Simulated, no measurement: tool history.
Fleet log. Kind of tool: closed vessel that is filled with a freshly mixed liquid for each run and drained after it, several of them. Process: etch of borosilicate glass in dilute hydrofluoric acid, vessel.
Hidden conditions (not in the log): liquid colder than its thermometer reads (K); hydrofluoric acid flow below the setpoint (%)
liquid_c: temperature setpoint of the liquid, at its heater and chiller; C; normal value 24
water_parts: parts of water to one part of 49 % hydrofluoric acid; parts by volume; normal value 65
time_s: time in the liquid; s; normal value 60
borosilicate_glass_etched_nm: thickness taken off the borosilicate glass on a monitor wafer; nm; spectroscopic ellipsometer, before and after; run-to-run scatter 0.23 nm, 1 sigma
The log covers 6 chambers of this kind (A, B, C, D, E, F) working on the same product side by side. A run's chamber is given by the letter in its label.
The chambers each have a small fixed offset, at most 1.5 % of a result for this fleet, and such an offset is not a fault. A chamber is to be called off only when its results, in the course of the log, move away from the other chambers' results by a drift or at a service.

run   hour  liquid_c  water_parts  time_s  hours since the thermometer was replaced  hours since the hydrofluoric acid flow meter was replaced  read-back film thickness of the borosilicate glass reference wafer, read on the same gauge (nm)  borosilicate_glass_etched_nm
 1E    3.3        24           65      60                                    2687.4                                                     1021.5                                                                                           49.992                        26.461
 2A    9.7        24           65      60                                     777.7                                                     1352.3                                                                                           50.001                        26.030
 3D   17.0        24           65      60                                    1424.8                                                      199.4                                                                                           50.002                        26.845
 4B   22.2        24           65      60                                     289.7                                                     1249.5                                                                                           49.998                        25.901
 5F   26.5        28           65      60                                     965.2                                                     1375.1                                                                                           49.995                        30.729
 6C   31.2        28           65      60                                     542.1                                                      259.7                                                                                           50.014                        30.542
 7D   35.9        28           65      60                                    1443.7                                                      218.3                                                                                           50.002                        30.908
 8A   40.7        28           65      60                                     808.7                                                     1383.3                                                                                           49.998                        30.739
 9B   45.2        28           65      60                                     312.7                                                     1272.5                                                                                           50.014                        30.890
10F   48.5        28           65      60                                     987.2                                                     1397.1                                                                                           50.016                        30.730
11C   54.2        24           50      60                                     565.1                                                      282.7                                                                                           49.993                        34.104
12E   59.2        24           50      60                                    2743.3                                                     1077.4                                                                                           49.996                        34.868
13D   62.6        24           50      60                                    1470.4                                                      245.0                                                                                           49.998                        34.380
14B   66.4        24           50      60                                     333.9                                                     1293.7                                                                                           50.012                        34.974
15C   72.6        24           50      60                                     583.5                                                      301.1                                                                                           49.992                        34.248
16F   78.1        24           50      60                                    1016.8                                                     1426.7                                                                                           49.989                        35.035
17A   81.6        24           65      60                                     849.6                                                     1424.2                                                                                           49.985                        25.909
18E   86.0        24           65      60                                    2770.1                                                     1104.2                                                                                           50.001                        26.527
19D   89.5        24           65      60                                    1497.3                                                      271.9                                                                                           50.019                        26.239
20C   94.3        24           65      60                                     605.2                                                      322.8                                                                                           49.994                        25.742
21A   98.7        24           65      60                                     866.7                                                     1441.3                                                                                           50.018                        26.090
     104.3  -- chamber E: thermometer replaced
22B  106.0        26           65      35                                     373.5                                                     1333.3                                                                                           49.990                        16.388
23F  109.8        26           65      35                                    1048.5                                                     1458.4                                                                                           50.013                        16.593
24E  114.0        26           65      35                                       9.8                                                     1132.2                                                                                           50.025                        16.603
25D  118.8        26           65      35                                    1526.6                                                      301.2                                                                                           50.008                        16.525
26E  123.5        26           65      35                                      19.3                                                     1141.7                                                                                           49.970                        16.953
27B  128.4        26           65      35                                     395.9                                                     1355.7                                                                                           50.008                        16.609
28A  132.7        24           65      60                                     900.7                                                     1475.3                                                                                           49.997                        25.920
29C  137.2        24           65      60                                     648.1                                                      365.7                                                                                           49.991                        25.888
30F  143.8        24           65      60                                    1082.5                                                     1492.4                                                                                           50.015                        25.863
     143.9  -- chamber F: hydrofluoric acid flow meter replaced
31D  150.6        24           65      60                                    1558.4                                                      333.0                                                                                           50.001                        25.287
32F  154.4        24           65      60                                    1093.1                                                       10.5                                                                                           50.009                        26.222
33E  157.9        24           65      60                                      53.7                                                     1176.1                                                                                           50.008                        26.248
34B  164.7        20           65      80                                     432.2                                                     1392.0                                                                                           50.009                        29.227
35C  171.2        20           65      80                                     682.1                                                      399.7                                                                                           49.981                        28.998
36A  176.2        20           65      80                                     944.2                                                     1518.8                                                                                           50.020                        29.423
37B  180.0        20           65      80                                     447.5                                                     1407.3                                                                                           49.999                        29.191
38F  183.4        20           65      80                                    1122.1                                                       39.5                                                                                           49.993                        29.910
39E  188.2        20           65      80                                      84.0                                                     1206.4                                                                                           50.002                        29.859
40A  192.7        24           65      60                                     960.7                                                     1535.3                                                                                           49.998                        26.568
41C  198.1        24           65      60                                     709.0                                                      426.6                                                                                           50.008                        25.771
42D  202.9        24           65      60                                    1610.7                                                      385.3                                                                                           50.000                        25.022
43D  209.0        24           65      60                                    1616.8                                                      391.4                                                                                           50.015                        24.651
44B  212.6        24           65      60                                     480.1                                                     1439.9                                                                                           49.996                        26.089

Has any chamber moved away from the others, gradually or after a service, or does the common gauge drift, or do the chambers differ only by their own small steady offsets? State the chamber and the most likely cause if one applies.

Little by little, chamber D moves away from the other chambers.
Likeliest cause: liquid colder than its thermometer reads (K) = 1.35.
From this log alone, it may not be told apart from: hydrofluoric acid flow below the setpoint (%).

Which of the 4 candidates below, each the usual settings with something changed and its results left as question marks, puts chamber D back in line with what the other chambers give on the usual settings?
Maximum distance from the other chambers' mean on the usual settings for a result to count as in line: borosilicate_glass_etched_nm 0.800 nm
45D-1  218.0      24.5           60      60                                                                                                                                                                                                                                   ?
45D-2  218.0      24.0           65      55                                                                                                                                                                                                                                   ?
45D-3  218.0      25.0           65      60                                                                                                                                                                                                                                   ?
45D-4  218.0      23.0           65      60                                                                                                                                                                                                                                   ?

Mean of the other chambers on the usual settings: borosilicate_glass_etched_nm 26.111 nm
  run  borosilicate_glass_etched_nm
45D-1                        27.778
45D-2                        22.909
45D-3                        26.036
45D-4                        23.990
It is 45D-3 that realigns the chamber with its peers.

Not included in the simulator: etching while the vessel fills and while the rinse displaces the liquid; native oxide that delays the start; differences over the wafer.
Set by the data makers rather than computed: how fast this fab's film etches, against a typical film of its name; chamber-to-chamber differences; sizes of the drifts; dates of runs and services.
